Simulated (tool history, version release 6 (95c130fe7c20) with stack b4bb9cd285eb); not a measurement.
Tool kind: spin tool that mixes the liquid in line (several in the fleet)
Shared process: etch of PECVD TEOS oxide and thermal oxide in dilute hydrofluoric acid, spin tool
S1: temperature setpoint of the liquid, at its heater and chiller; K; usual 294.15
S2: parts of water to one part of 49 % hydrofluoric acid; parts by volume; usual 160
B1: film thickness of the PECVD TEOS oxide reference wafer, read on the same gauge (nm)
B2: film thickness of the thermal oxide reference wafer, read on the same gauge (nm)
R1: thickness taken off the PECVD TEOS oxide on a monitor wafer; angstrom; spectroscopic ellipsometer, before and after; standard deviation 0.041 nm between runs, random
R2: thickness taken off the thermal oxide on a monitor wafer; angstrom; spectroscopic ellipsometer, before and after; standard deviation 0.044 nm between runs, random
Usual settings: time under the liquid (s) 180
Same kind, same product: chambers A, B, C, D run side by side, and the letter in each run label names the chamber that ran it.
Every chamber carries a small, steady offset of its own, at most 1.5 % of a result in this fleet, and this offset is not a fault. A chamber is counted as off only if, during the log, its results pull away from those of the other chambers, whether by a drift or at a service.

Run 1B, hour 2.5: usual settings; B1 129.98; B2 119.97. Result: R1 79.333 angstrom, R2 44.855 angstrom.
Run 2D, hour 6.5: usual settings; B1 130.02; B2 120.02. Result: R1 79.703 angstrom, R2 44.494 angstrom.
Run 3A, hour 9.3: usual settings; B1 130.01; B2 120.01. Result: R1 79.237 angstrom, R2 44.434 angstrom.
Run 4C, hour 12.6: usual settings; B1 130.02; B2 120.00. Result: R1 81.426 angstrom, R2 45.406 angstrom.
Run 5B, hour 16.7: usual settings; B1 130.06; B2 119.98. Result: R1 79.222 angstrom, R2 44.550 angstrom.
Run 6C, hour 20.0: usual settings; B1 130.07; B2 119.99. Result: R1 80.518 angstrom, R2 44.775 angstrom.
Run 7D, hour 23.2: usual settings but S1 297.65 K, time under the liquid (s) 245; B1 129.99; B2 119.99. Result: R1 123.000 angstrom, R2 69.244 angstrom.
Run 8A, hour 25.8: usual settings but S1 297.65 K, time under the liquid (s) 245; B1 129.94; B2 119.98. Result: R1 122.810 angstrom, R2 67.673 angstrom.
Run 9B, hour 28.3: usual settings but S1 297.65 K, time under the liquid (s) 245; B1 129.98; B2 120.00. Result: R1 123.500 angstrom, R2 69.653 angstrom.
Run 10A, hour 30.7: usual settings but S1 297.65 K, time under the liquid (s) 245; B1 129.98; B2 119.97. Result: R1 123.740 angstrom, R2 69.147 angstrom.
Run 11D, hour 33.0: usual settings; B1 129.99; B2 120.00. Result: R1 79.165 angstrom, R2 44.180 angstrom.
Run 12C, hour 35.6: usual settings; B1 129.99; B2 119.97. Result: R1 80.931 angstrom, R2 44.378 angstrom.
Run 13D, hour 40.1: usual settings; B1 130.04; B2 120.00. Result: R1 79.599 angstrom, R2 44.210 angstrom.
Run 14B, hour 43.4: usual settings; B1 130.00; B2 120.02. Result: R1 78.934 angstrom, R2 44.638 angstrom.
Run 15A, hour 48.1: usual settings but S1 291.15 K, time under the liquid (s) 280; B1 130.00; B2 119.96. Result: R1 109.840 angstrom, R2 61.524 angstrom.
Run 16C, hour 51.9: usual settings but S1 291.15 K, time under the liquid (s) 280; B1 130.02; B2 119.99. Result: R1 111.850 angstrom, R2 61.504 angstrom.
Run 17C, hour 54.1: usual settings but S1 291.15 K, time under the liquid (s) 280; B1 130.03; B2 119.98. Result: R1 111.300 angstrom, R2 60.806 angstrom.
Run 18A, hour 58.5: usual settings but S1 291.15 K, time under the liquid (s) 280; B1 130.02; B2 119.99. Result: R1 109.350 angstrom, R2 60.558 angstrom.
Run 19D, hour 63.0: usual settings; B1 129.98; B2 120.02. Result: R1 79.514 angstrom, R2 44.151 angstrom.
Run 20B, hour 67.9: usual settings but S2 110 parts by volume, time under the liquid (s) 95; B1 130.01; B2 120.01. Result: R1 63.941 angstrom, R2 36.046 angstrom.
Run 21D, hour 72.2: usual settings but S2 110 parts by volume, time under the liquid (s) 95; B1 130.00; B2 119.96. Result: R1 64.745 angstrom, R2 35.986 angstrom.
Run 22C, hour 75.0: usual settings but S2 110 parts by volume, time under the liquid (s) 95; B1 129.98; B2 119.99. Result: R1 65.889 angstrom, R2 36.274 angstrom.
Run 23B, hour 78.9: usual settings but S2 110 parts by volume, time under the liquid (s) 95; B1 129.97; B2 119.96. Result: R1 63.088 angstrom, R2 36.465 angstrom.
Run 24A, hour 82.1: usual settings; B1 130.02; B2 119.99. Result: R1 79.132 angstrom, R2 43.962 angstrom.
Run 25A, hour 84.8: usual settings; B1 130.01; B2 119.96. Result: R1 78.995 angstrom, R2 44.113 angstrom.
Run 26C, hour 89.7: usual settings but S1 296.15 K, S2 225 parts by volume; B1 130.02; B2 120.05. Result: R1 57.753 angstrom, R2 32.062 angstrom.
Run 27B, hour 93.1: usual settings but S1 296.15 K, S2 225 parts by volume; B1 130.04; B2 120.00. Result: R1 57.277 angstrom, R2 32.140 angstrom.
Run 28D, hour 95.7: usual settings but S1 296.15 K, S2 225 parts by volume; B1 129.97; B2 120.02. Result: R1 56.983 angstrom, R2 31.977 angstrom.
Run 29A, hour 100.7: usual settings but S1 296.15 K, S2 225 parts by volume; B1 130.00; B2 119.98. Result: R1 56.682 angstrom, R2 31.355 angstrom.
Run 30B, hour 104.1: usual settings but S2 120 parts by volume, time under the liquid (s) 95; B1 129.99; B2 119.99. Result: R1 58.021 angstrom, R2 33.273 angstrom.
Run 31D, hour 106.5: usual settings but S2 120 parts by volume, time under the liquid (s) 95; B1 130.00; B2 119.99. Result: R1 58.444 angstrom, R2 32.757 angstrom.
Run 32C, hour 109.9: usual settings but S2 120 parts by volume, time under the liquid (s) 95; B1 130.03; B2 120.02. Result: R1 59.919 angstrom, R2 32.806 angstrom.
Run 33C, hour 112.3: usual settings but S2 120 parts by volume, time under the liquid (s) 95; B1 130.00; B2 120.00. Result: R1 59.875 angstrom, R2 32.972 angstrom.

Is one chamber out of step, is the gauge drifting, or do the chambers differ by no more than their own small offsets? For an off chamber, give its letter and the likeliest cause.

No chamber stands off beyond its own small offset, and the gauge holds steady.
